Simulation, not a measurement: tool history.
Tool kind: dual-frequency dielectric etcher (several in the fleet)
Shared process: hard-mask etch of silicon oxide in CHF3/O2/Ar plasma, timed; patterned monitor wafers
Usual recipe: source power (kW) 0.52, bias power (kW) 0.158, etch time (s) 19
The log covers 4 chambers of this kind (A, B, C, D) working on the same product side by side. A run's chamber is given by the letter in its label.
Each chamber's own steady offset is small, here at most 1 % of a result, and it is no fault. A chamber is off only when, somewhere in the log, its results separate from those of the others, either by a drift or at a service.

run     day  source power (kW)  bias power (kW)  etch time (s)  hours since the last wet clean  hours since the last source power generator calibration  hours since the last bias power generator calibration  read-back reference wafer on the same gauge, depth_nm  mean etch depth across the wafer (nm)
 1C   0.308               0.52            0.158             19                            39.8                                                    816.7                                                 3899.8                                                  35.32                                 34.004
 2D   0.608               0.52            0.158             19                             436                                                      342                                                 1337.7                                                 35.265                                 34.107
 3A   0.929               0.52            0.158             19                           259.1                                                   3092.2                                                  848.1                                                 35.296                                 34.094
      0.988  -- chamber D: wet clean of the chamber
 4B     1.4               0.52            0.158             19                           486.1                                                    565.1                                                  271.5                                                 35.294                                 34.222
 5B   1.817               0.52            0.158             19                           496.1                                                    575.1                                                  281.5                                                 35.318                                  34.08
      2.008  -- chamber B: wet clean of the chamber
 6A   2.367               0.52            0.158             19                           293.6                                                   3126.7                                                  882.6                                                 35.298                                 34.086
 7D   2.792               0.52            0.158             19                            43.4                                                    394.4                                                 1390.1                                                 35.284                                  34.07
 8C   3.433               0.52            0.158             19                           114.8                                                    891.7                                                 3974.8                                                 35.322                                 33.852
 9A   3.775               0.52            0.158             19                           327.4                                                   3160.5                                                  916.4                                                 35.279                                  34.04
10B   4.088               0.52            0.158             19                            49.9                                                    629.6                                                    336                                                 35.278                                 34.173
11D    4.55               0.52            0.158             19                            85.6                                                    436.6                                                 1432.3                                                 35.282                                 34.114
12C   4.912               0.52            0.158             19                           150.3                                                    927.2                                                 4010.3                                                 35.304                                 33.968
13C   5.333               0.52            0.158             19                           160.4                                                    937.3                                                 4020.4                                                 35.319                                 33.692
14B   5.762               0.52            0.158           21.5                            90.1                                                    669.8                                                  376.2                                                 35.294                                 38.455
15A     6.1               0.52            0.158           21.5                           383.2                                                   3216.3                                                  972.2                                                   35.3                                 38.701
16D   6.542               0.52            0.158           21.5                           133.4                                                    484.4                                                 1480.1                                                 35.328                                 38.782
17C   6.971               0.52            0.158           21.5                           199.7                                                    976.6                                                 4059.7                                                 35.303                                 38.344
18D   7.504               0.52            0.158             19                           156.5                                                    507.5                                                 1503.2                                                 35.308                                 34.116
19A   8.138               0.52            0.158             19                           432.1                                                   3265.2                                                 1021.1                                                 35.297                                 34.007
20B   8.788               0.52            0.158             19                           162.7                                                    742.4                                                  448.8                                                 35.284                                 33.989
21C   9.317               0.52            0.158             19                             256                                                   1032.9                                                   4116                                                 35.267                                 33.704
      9.354  -- chamber A: wet clean of the chamber
      9.821  -- chamber D: bias power generator calibrated
22B   9.867               0.52            0.158             19                           188.6                                                    768.3                                                  474.7                                                 35.302                                 34.054
23A    10.5               0.52            0.158             19                            27.5                                                   3321.9                                                 1077.8                                                 35.309                                 33.172
24D    10.8               0.52            0.158             19                           235.6                                                    586.6                                                   23.6                                                 35.272                                 34.182
25D  11.308               0.52            0.158             19                           247.8                                                    598.8                                                   35.8                                                 35.298                                 34.103
26B  11.962               0.52            0.158             19                           238.9                                                    818.6                                                    525                                                 35.311                                 34.203
27C  12.608               0.52            0.158             19                             335                                                   1111.9                                                   4195                                                 35.307                                 33.791
28A  13.138               0.52            0.158             19                            90.8                                                   3385.2                                                 1141.1                                                 35.295                                 33.081
     13.212  -- chamber C: bias power generator calibrated
29B  13.796               0.52            0.158             19                           282.9                                                    862.6                                                    569                                                 35.294                                 34.137
30D  14.275               0.52            0.158             19                             319                                                      670                                                    107                                                 35.298                                 34.031
31C  14.746               0.52            0.158             19                           386.3                                                   1163.2                                                   36.8                                                 35.296                                 33.858
32A  15.221               0.52            0.158             19                           140.8                                                   3435.2                                                 1191.1                                                 35.303                                 33.035
33B  15.525               0.52            0.158             19                           324.4                                                    904.1                                                  610.5                                                  35.27                                 34.108
34C  15.979               0.52            0.158             19                           415.9                                                   1192.8                                                   66.4                                                 35.299                                 33.631
35A  16.604               0.52            0.158             19                             174                                                   3468.4                                                 1224.3                                                 35.274                                 33.265
36D  17.067               0.52            0.158             19                             386                                                      737                                                    174                                                 35.307                                 34.034

Decide between three cases: one chamber stands off from its peers, the gauge reading all wafers drifts, or nothing is wrong past each chamber's small offset. Where a chamber is off, say which and what most likely put it there.

A service on chamber A put it out of line with the rest.
Most likely cause: etch rate under this chamber's usual, % = 2.94.

Below are 4 candidate recipes for chamber A's next run, each the usual settings with a change, their results shown as question marks. Which of them brings A's results back in line with what the other chambers give on the usual settings?
A result is in line if it is within this distance of the other chambers' mean on the usual settings: mean etch depth across the wafer (nm) 0.36
37A-1  17.542               0.52            0.158           18.5                                                                                                                                                                                                                                             ?
37A-2  17.542               0.52            0.157             19                                                                                                                                                                                                                                             ?
37A-3  17.542               0.52             0.17             19                                                                                                                                                                                                                                             ?
37A-4  17.542               0.53            0.158             19                                                                                                                                                                                                                                             ?

The other chambers' mean on the usual settings: mean etch depth across the wafer (nm) 33.982
  run  mean etch depth across the wafer (nm)
37A-1                                 32.359
37A-2                                 33.163
37A-3                                 34.058
37A-4                                 33.481
37A-3 is the one that brings the chamber's results back in line with the other chambers.
